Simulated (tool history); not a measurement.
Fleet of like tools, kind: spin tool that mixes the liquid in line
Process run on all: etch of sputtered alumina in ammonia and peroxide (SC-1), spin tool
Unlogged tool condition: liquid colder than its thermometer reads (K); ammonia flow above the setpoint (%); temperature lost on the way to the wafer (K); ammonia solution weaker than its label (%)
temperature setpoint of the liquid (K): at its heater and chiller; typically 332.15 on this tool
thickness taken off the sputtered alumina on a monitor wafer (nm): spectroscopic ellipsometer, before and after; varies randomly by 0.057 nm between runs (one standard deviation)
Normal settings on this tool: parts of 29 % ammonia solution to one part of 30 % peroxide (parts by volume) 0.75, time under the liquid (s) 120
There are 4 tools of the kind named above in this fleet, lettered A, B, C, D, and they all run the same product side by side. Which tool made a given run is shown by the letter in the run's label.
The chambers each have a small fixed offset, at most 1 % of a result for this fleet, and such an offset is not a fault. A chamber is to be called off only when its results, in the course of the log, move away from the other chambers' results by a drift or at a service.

run	hour	temperature setpoint of the liquid (K)	parts of 29 % ammonia solution to one part of 30 % peroxide (parts by volume)	time under the liquid (s)	hours since the thermometer was replaced	hours since the ammonia flow meter was replaced	hours since the heated supply line was repaired	hours since the drum of ammonia solution was connected	read-back film thickness of the sputtered alumina reference wafer, read on the same gauge (nm)	thickness taken off the sputtered alumina on a monitor wafer (nm)
1C	6	332.15	0.75	120	1009.5	1017.3	595.5	65.1	69.996	8.5611
2B	9	332.15	0.75	120	203.1	1923.3	1330.7	359.2	69.988	8.5921
3D	14.6	332.15	0.75	120	574.3	261.2	1146	505.4	70.005	8.5613
4A	18.5	332.15	0.75	120	501.1	721.7	2183.1	658.7	70.044	8.6563
5C	24	332.15	0.75	120	1027.5	1035.3	613.5	83.1	70.003	8.7122
6B	29.2	332.15	0.75	120	223.3	1943.5	1350.9	379.4	70.001	8.5706
7A	35.4	332.15	0.75	120	518	738.6	2200	675.6	69.963	8.6415
8D	40.3	332.15	0.75	170	600	286.9	1171.7	531.1	70.046	11.981
9A	44	332.15	0.75	170	526.6	747.2	2208.6	684.2	70.014	12.098
10C	48.2	332.15	0.75	170	1051.7	1059.5	637.7	107.3	70.016	12.245
11B	51.1	332.15	0.75	170	245.2	1965.4	1372.8	401.3	70.046	12.243
# hour 55.8: chamber B: ammonia flow meter replaced
12D	56.9	332.15	0.75	120	616.6	303.5	1188.3	547.7	69.993	8.4411
13B	60	332.15	0.75	120	254.1	4.2	1381.7	410.2	70.005	8.7135
14A	63.1	332.15	0.75	120	545.7	766.3	2227.7	703.3	69.994	8.6457
# hour 64.1: chamber B: new drum of ammonia solution connected
15C	67.3	332.15	0.75	120	1070.8	1078.6	656.8	126.4	69.945	8.4498
16D	70.2	332.15	0.75	120	629.9	316.8	1201.6	561	70.034	8.5057
17A	73.6	332.15	0.75	120	556.2	776.8	2238.2	713.8	69.985	8.5675
18C	78	332.15	0.75	120	1081.5	1089.3	667.5	137.1	69.983	8.5026
19B	80.9	332.15	0.75	120	275	25.1	1402.6	16.8	69.998	8.6248
20D	85.7	332.15	0.75	120	645.4	332.3	1217.1	576.5	69.977	8.5198
21B	89.5	332.15	0.75	120	283.6	33.7	1411.2	25.4	69.992	8.5439
22D	94.7	332.15	0.75	120	654.4	341.3	1226.1	585.5	69.987	8.5184
23C	99.5	332.15	0.75	120	1103	1110.8	689	158.6	69.991	8.4249
24A	105.1	332.15	0.75	120	587.7	808.3	2269.7	745.3	70.013	8.5484
25B	109.7	332.15	0.75	120	303.8	53.9	1431.4	45.6	70.052	8.6444
26D	113.3	324.15	0.75	120	673	359.9	1244.7	604.1	69.982	5.4536
27A	117	324.15	0.75	120	599.6	820.2	2281.6	757.2	69.991	5.6056
28C	122.5	324.15	0.75	120	1126	1133.8	712	181.6	69.986	5.3586
29A	127.3	324.15	0.75	120	609.9	830.5	2291.9	767.5	70.015	5.5885
30C	133.9	332.15	0.75	120	1137.4	1145.2	723.4	193	69.971	8.2194
31D	138.6	332.15	0.75	120	698.3	385.2	1270	629.4	69.949	8.5376
32B	144	332.15	0.75	120	338.1	88.2	1465.7	79.9	70.022	8.604
33B	148.7	332.15	0.75	120	342.8	92.9	1470.4	84.6	69.991	8.5759
# hour 152.7: chamber A: heated supply line repaired
34D	153.9	332.15	0.75	120	713.6	400.5	1285.3	644.7	69.991	8.4719
35A	157.4	332.15	0.75	120	640	860.6	4.8	797.6	70.018	8.6013
36C	160.7	332.15	0.75	120	1164.2	1172	750.2	219.8	70.041	8.0862
37D	164.7	332.15	0.75	120	724.4	411.3	1296.1	655.5	69.985	8.5574
38C	169.3	332.15	0.75	120	1172.8	1180.6	758.8	228.4	70.036	8.0059
39A	175.4	332.15	0.75	120	658	878.6	22.8	815.6	70.049	8.5827

All 4 chambers run these settings next. Forecast each chamber's results:
40A	180.2	332.15	0.4	120						?
40B	180.2	332.15	0.4	120						?
40C	180.2	332.15	0.4	120						?
40D	180.2	332.15	0.4	120						?

run	thickness taken off the sputtered alumina on a monitor wafer (nm)
40A	8.0292
40B	8.0177
40C	7.5164
40D	7.9672
